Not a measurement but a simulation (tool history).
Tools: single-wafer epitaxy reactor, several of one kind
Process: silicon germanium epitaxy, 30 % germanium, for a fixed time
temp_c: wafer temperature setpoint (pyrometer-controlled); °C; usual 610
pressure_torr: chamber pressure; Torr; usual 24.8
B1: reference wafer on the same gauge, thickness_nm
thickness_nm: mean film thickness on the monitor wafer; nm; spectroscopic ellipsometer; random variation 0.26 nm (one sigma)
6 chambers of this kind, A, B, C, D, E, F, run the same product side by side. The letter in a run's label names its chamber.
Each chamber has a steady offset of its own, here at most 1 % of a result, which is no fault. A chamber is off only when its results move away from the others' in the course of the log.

{"run": "1E", "day": 0.171, "temp_c": 610, "pressure_torr": 24.8, "B1": 62.521, "thickness_nm": 76.843}
{"run": "2D", "day": 0.362, "temp_c": 610, "pressure_torr": 24.8, "B1": 62.527, "thickness_nm": 76.897}
{"run": "3A", "day": 0.562, "temp_c": 610, "pressure_torr": 24.8, "B1": 62.498, "thickness_nm": 77.255}
{"run": "4C", "day": 0.746, "temp_c": 610, "pressure_torr": 24.8, "B1": 62.538, "thickness_nm": 77.284}
{"run": "5B", "day": 1.004, "temp_c": 610, "pressure_torr": 24.8, "B1": 62.505, "thickness_nm": 77.186}
{"run": "6F", "day": 1.192, "temp_c": 610, "pressure_torr": 24.8, "B1": 62.473, "thickness_nm": 76.41}
{"run": "7D", "day": 1.388, "temp_c": 610, "pressure_torr": 24.8, "B1": 62.483, "thickness_nm": 76.87}
{"run": "8B", "day": 1.6, "temp_c": 610, "pressure_torr": 24.8, "B1": 62.534, "thickness_nm": 77.414}
{"run": "9A", "day": 1.733, "temp_c": 610, "pressure_torr": 24.8, "B1": 62.53, "thickness_nm": 76.945}
{"run": "10F", "day": 1.979, "temp_c": 610, "pressure_torr": 24.8, "B1": 62.484, "thickness_nm": 76.325}
{"run": "11E", "day": 2.212, "temp_c": 610, "pressure_torr": 24.8, "B1": 62.502, "thickness_nm": 77.401}
{"run": "12C", "day": 2.379, "temp_c": 610, "pressure_torr": 24.8, "B1": 62.539, "thickness_nm": 77.116}
{"run": "13D", "day": 2.567, "temp_c": 619, "pressure_torr": 21.7, "B1": 62.582, "thickness_nm": 85.196}
{"run": "14F", "day": 2.692, "temp_c": 619, "pressure_torr": 21.7, "B1": 62.513, "thickness_nm": 84.656}
{"run": "15E", "day": 2.812, "temp_c": 619, "pressure_torr": 21.7, "B1": 62.464, "thickness_nm": 85.599}
{"run": "16A", "day": 2.975, "temp_c": 619, "pressure_torr": 21.7, "B1": 62.475, "thickness_nm": 86.558}
{"run": "17C", "day": 3.196, "temp_c": 619, "pressure_torr": 21.7, "B1": 62.461, "thickness_nm": 85.576}
{"run": "18B", "day": 3.392, "temp_c": 619, "pressure_torr": 21.7, "B1": 62.506, "thickness_nm": 85.656}
{"run": "19F", "day": 3.538, "temp_c": 610, "pressure_torr": 24.8, "B1": 62.457, "thickness_nm": 76.461}
{"run": "20E", "day": 3.708, "temp_c": 610, "pressure_torr": 24.8, "B1": 62.533, "thickness_nm": 77.082}
{"run": "21A", "day": 3.888, "temp_c": 610, "pressure_torr": 24.8, "B1": 62.473, "thickness_nm": 77.127}
{"run": "22B", "day": 4.021, "temp_c": 599, "pressure_torr": 19.3, "B1": 62.493, "thickness_nm": 57.947}
{"run": "23D", "day": 4.167, "temp_c": 599, "pressure_torr": 19.3, "B1": 62.471, "thickness_nm": 56.596}
{"run": "24C", "day": 4.296, "temp_c": 599, "pressure_torr": 19.3, "B1": 62.498, "thickness_nm": 57.252}
{"run": "25E", "day": 4.458, "temp_c": 599, "pressure_torr": 19.3, "B1": 62.54, "thickness_nm": 56.608}
{"run": "26F", "day": 4.612, "temp_c": 599, "pressure_torr": 19.3, "B1": 62.515, "thickness_nm": 57.073}
{"run": "27D", "day": 4.796, "temp_c": 599, "pressure_torr": 19.3, "B1": 62.5, "thickness_nm": 56.337}
{"run": "28A", "day": 4.946, "temp_c": 610, "pressure_torr": 24.8, "B1": 62.484, "thickness_nm": 77.401}
{"run": "29B", "day": 5.075, "temp_c": 610, "pressure_torr": 24.8, "B1": 62.477, "thickness_nm": 78.229}
{"run": "30C", "day": 5.321, "temp_c": 610, "pressure_torr": 24.8, "B1": 62.519, "thickness_nm": 77.624}
{"run": "31D", "day": 5.55, "temp_c": 610, "pressure_torr": 24.8, "B1": 62.435, "thickness_nm": 76.965}
{"run": "32E", "day": 5.812, "temp_c": 610, "pressure_torr": 24.8, "B1": 62.507, "thickness_nm": 76.708}
{"run": "33C", "day": 5.988, "temp_c": 610, "pressure_torr": 24.8, "B1": 62.525, "thickness_nm": 77.655}
{"run": "34F", "day": 6.212, "temp_c": 610, "pressure_torr": 24.8, "B1": 62.434, "thickness_nm": 76.61}
{"run": "35B", "day": 6.346, "temp_c": 610, "pressure_torr": 24.8, "B1": 62.489, "thickness_nm": 79.995}
{"run": "36A", "day": 6.6, "temp_c": 610, "pressure_torr": 24.8, "B1": 62.456, "thickness_nm": 77.452}
{"run": "37F", "day": 6.775, "temp_c": 610, "pressure_torr": 24.8, "B1": 62.536, "thickness_nm": 76.379}
{"run": "38E", "day": 7.021, "temp_c": 610, "pressure_torr": 24.8, "B1": 62.439, "thickness_nm": 77.134}
{"run": "39A", "day": 7.275, "temp_c": 610, "pressure_torr": 20.7, "B1": 62.506, "thickness_nm": 72.071}

Is one chamber off against the others, does the gauge drift, or is nothing wrong? If a chamber is off, say which, and what the likeliest cause is.

Chamber B drifts away from the others.
Cause: wafer temperature above the value expected at the setpoint (K) = 2.75.

Here are 4 candidates for chamber B's next run, each the usual settings with a change, their results left as question marks. Which one brings its results back in line with what the others give on the usual settings?
In line means no further than this from the other chambers' mean on the usual settings: thickness_nm 0.890 nm
{"run": "40B-1", "day": 7.462, "temp_c": 606, "pressure_torr": 24.8, "thickness_nm": "?"}
{"run": "40B-2", "day": 7.462, "temp_c": 614, "pressure_torr": 24.8, "thickness_nm": "?"}
{"run": "40B-3", "day": 7.462, "temp_c": 610, "pressure_torr": 21.7, "thickness_nm": "?"}
{"run": "40B-4", "day": 7.462, "temp_c": 610, "pressure_torr": 27.9, "thickness_nm": "?"}

The other chambers' mean on the usual settings: thickness_nm 76.998 nm
run=40B-1 thickness_nm=75.213
run=40B-2 thickness_nm=86.570
run=40B-3 thickness_nm=76.643
run=40B-4 thickness_nm=84.504
40B-3 brings the chamber back in line.

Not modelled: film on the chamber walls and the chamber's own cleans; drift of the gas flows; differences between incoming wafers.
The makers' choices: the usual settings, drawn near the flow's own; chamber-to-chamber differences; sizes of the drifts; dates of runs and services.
